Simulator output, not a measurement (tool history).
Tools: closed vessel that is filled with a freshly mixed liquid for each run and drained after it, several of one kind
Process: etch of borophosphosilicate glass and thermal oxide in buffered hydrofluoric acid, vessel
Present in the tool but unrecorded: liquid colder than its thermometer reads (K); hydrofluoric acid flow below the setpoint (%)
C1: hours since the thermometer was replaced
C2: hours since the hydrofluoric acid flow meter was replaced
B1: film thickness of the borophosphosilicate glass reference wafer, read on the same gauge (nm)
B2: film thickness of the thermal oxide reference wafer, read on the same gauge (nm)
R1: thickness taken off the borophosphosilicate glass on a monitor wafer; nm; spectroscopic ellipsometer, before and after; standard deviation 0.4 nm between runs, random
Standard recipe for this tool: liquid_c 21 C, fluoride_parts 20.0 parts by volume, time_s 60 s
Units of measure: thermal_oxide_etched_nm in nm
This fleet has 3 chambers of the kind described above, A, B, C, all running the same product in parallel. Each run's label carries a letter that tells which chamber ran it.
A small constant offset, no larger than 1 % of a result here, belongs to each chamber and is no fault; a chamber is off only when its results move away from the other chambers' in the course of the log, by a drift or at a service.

-- hour=4.9 chamber A: hydrofluoric acid flow meter replaced
run 1A hour=7.9 | liquid_c=21 fluoride_parts=20.0 time_s=60 | C1=1646.9 C2=3.0 | B1=90.018 B2=30.024 | R1=45.678 thermal_oxide_etched_nm=29.975
run 2C hour=15.5 | liquid_c=21 fluoride_parts=20.0 time_s=60 | C1=622.2 C2=377.5 | B1=90.011 B2=30.009 | R1=45.513 thermal_oxide_etched_nm=29.454
run 3B hour=21.4 | liquid_c=21 fluoride_parts=20.0 time_s=60 | C1=461.3 C2=304.1 | B1=89.984 B2=30.019 | R1=45.060 thermal_oxide_etched_nm=29.222
run 4B hour=30.5 | liquid_c=21 fluoride_parts=20.0 time_s=60 | C1=470.4 C2=313.2 | B1=89.987 B2=29.986 | R1=45.045 thermal_oxide_etched_nm=29.766
run 5A hour=41.1 | liquid_c=21 fluoride_parts=20.0 time_s=60 | C1=1680.1 C2=36.2 | B1=90.016 B2=29.975 | R1=45.711 thermal_oxide_etched_nm=29.527
run 6C hour=48.3 | liquid_c=21 fluoride_parts=20.0 time_s=60 | C1=655.0 C2=410.3 | B1=89.987 B2=29.971 | R1=46.366 thermal_oxide_etched_nm=29.393
run 7C hour=54.2 | liquid_c=21 fluoride_parts=20.0 time_s=60 | C1=660.9 C2=416.2 | B1=90.052 B2=29.994 | R1=46.160 thermal_oxide_etched_nm=29.691
run 8A hour=60.3 | liquid_c=21 fluoride_parts=20.0 time_s=60 | C1=1699.3 C2=55.4 | B1=90.010 B2=30.029 | R1=45.710 thermal_oxide_etched_nm=29.471
run 9B hour=71.3 | liquid_c=21 fluoride_parts=20.0 time_s=60 | C1=511.2 C2=354.0 | B1=89.966 B2=29.991 | R1=46.108 thermal_oxide_etched_nm=29.103
run 10C hour=77.5 | liquid_c=21 fluoride_parts=20.0 time_s=60 | C1=684.2 C2=439.5 | B1=90.008 B2=30.049 | R1=45.100 thermal_oxide_etched_nm=29.752
run 11A hour=86.4 | liquid_c=21 fluoride_parts=20.0 time_s=60 | C1=1725.4 C2=81.5 | B1=89.989 B2=29.972 | R1=45.466 thermal_oxide_etched_nm=29.573
run 12B hour=97.9 | liquid_c=21 fluoride_parts=20.0 time_s=60 | C1=537.8 C2=380.6 | B1=90.012 B2=29.980 | R1=45.369 thermal_oxide_etched_nm=29.967
run 13A hour=105.7 | liquid_c=21 fluoride_parts=20.0 time_s=60 | C1=1744.7 C2=100.8 | B1=89.962 B2=30.015 | R1=45.885 thermal_oxide_etched_nm=29.791
run 14B hour=115.9 | liquid_c=21 fluoride_parts=20.0 time_s=60 | C1=555.8 C2=398.6 | B1=89.983 B2=30.026 | R1=45.563 thermal_oxide_etched_nm=29.678
run 15C hour=123.0 | liquid_c=21 fluoride_parts=20.0 time_s=60 | C1=729.7 C2=485.0 | B1=90.013 B2=30.013 | R1=44.982 thermal_oxide_etched_nm=29.880
run 16A hour=131.5 | liquid_c=21 fluoride_parts=20.0 time_s=60 | C1=1770.5 C2=126.6 | B1=90.011 B2=29.993 | R1=46.038 thermal_oxide_etched_nm=29.443
run 17B hour=142.4 | liquid_c=21 fluoride_parts=20.0 time_s=60 | C1=582.3 C2=425.1 | B1=89.965 B2=30.013 | R1=45.912 thermal_oxide_etched_nm=29.663
run 18C hour=151.2 | liquid_c=21 fluoride_parts=20.0 time_s=60 | C1=757.9 C2=513.2 | B1=90.000 B2=30.025 | R1=45.554 thermal_oxide_etched_nm=29.429
run 19C hour=157.8 | liquid_c=21 fluoride_parts=23.5 time_s=80 | C1=764.5 C2=519.8 | B1=89.985 B2=29.964 | R1=53.744 thermal_oxide_etched_nm=35.280
run 20B hour=169.3 | liquid_c=21 fluoride_parts=23.5 time_s=80 | C1=609.2 C2=452.0 | B1=90.007 B2=29.981 | R1=54.980 thermal_oxide_etched_nm=35.341
run 21A hour=174.3 | liquid_c=21 fluoride_parts=23.5 time_s=80 | C1=1813.3 C2=169.4 | B1=89.990 B2=29.945 | R1=53.696 thermal_oxide_etched_nm=35.400
run 22A hour=182.3 | liquid_c=21 fluoride_parts=20.0 time_s=60 | C1=1821.3 C2=177.4 | B1=90.010 B2=30.003 | R1=46.175 thermal_oxide_etched_nm=29.702
run 23B hour=188.5 | liquid_c=21 fluoride_parts=20.0 time_s=60 | C1=628.4 C2=471.2 | B1=90.012 B2=29.950 | R1=45.975 thermal_oxide_etched_nm=29.815
-- hour=192.2 chamber A: thermometer replaced
run 24C hour=196.1 | liquid_c=21 fluoride_parts=20.0 time_s=60 | C1=802.8 C2=558.1 | B1=90.012 B2=29.994 | R1=45.406 thermal_oxide_etched_nm=29.304
run 25A hour=204.4 | liquid_c=21 fluoride_parts=20.0 time_s=60 | C1=12.2 C2=199.5 | B1=90.002 B2=30.021 | R1=45.430 thermal_oxide_etched_nm=30.044
run 26B hour=213.6 | liquid_c=21 fluoride_parts=20.0 time_s=60 | C1=653.5 C2=496.3 | B1=90.034 B2=29.997 | R1=44.702 thermal_oxide_etched_nm=29.360
run 27C hour=220.3 | liquid_c=21 fluoride_parts=20.0 time_s=60 | C1=827.0 C2=582.3 | B1=90.005 B2=30.002 | R1=45.589 thermal_oxide_etched_nm=29.399
run 28B hour=225.7 | liquid_c=21 fluoride_parts=20.0 time_s=60 | C1=665.6 C2=508.4 | B1=89.981 B2=30.041 | R1=45.755 thermal_oxide_etched_nm=29.502
run 29C hour=235.4 | liquid_c=21 fluoride_parts=20.0 time_s=60 | C1=842.1 C2=597.4 | B1=89.959 B2=30.041 | R1=46.007 thermal_oxide_etched_nm=29.114
run 30A hour=243.9 | liquid_c=21 fluoride_parts=20.0 time_s=60 | C1=51.7 C2=239.0 | B1=89.988 B2=29.996 | R1=46.055 thermal_oxide_etched_nm=29.502
run 31C hour=249.1 | liquid_c=21 fluoride_parts=20.0 time_s=60 | C1=855.8 C2=611.1 | B1=90.012 B2=29.984 | R1=45.047 thermal_oxide_etched_nm=29.471

Which is it: a chamber that has drifted or been left off by a service, a gauge drift common to all chambers, or only each chamber's usual small offset? If a chamber is off, name it and its likeliest cause.

Nothing is wrong: each chamber keeps only its own small, steady offset and the gauge holds still.
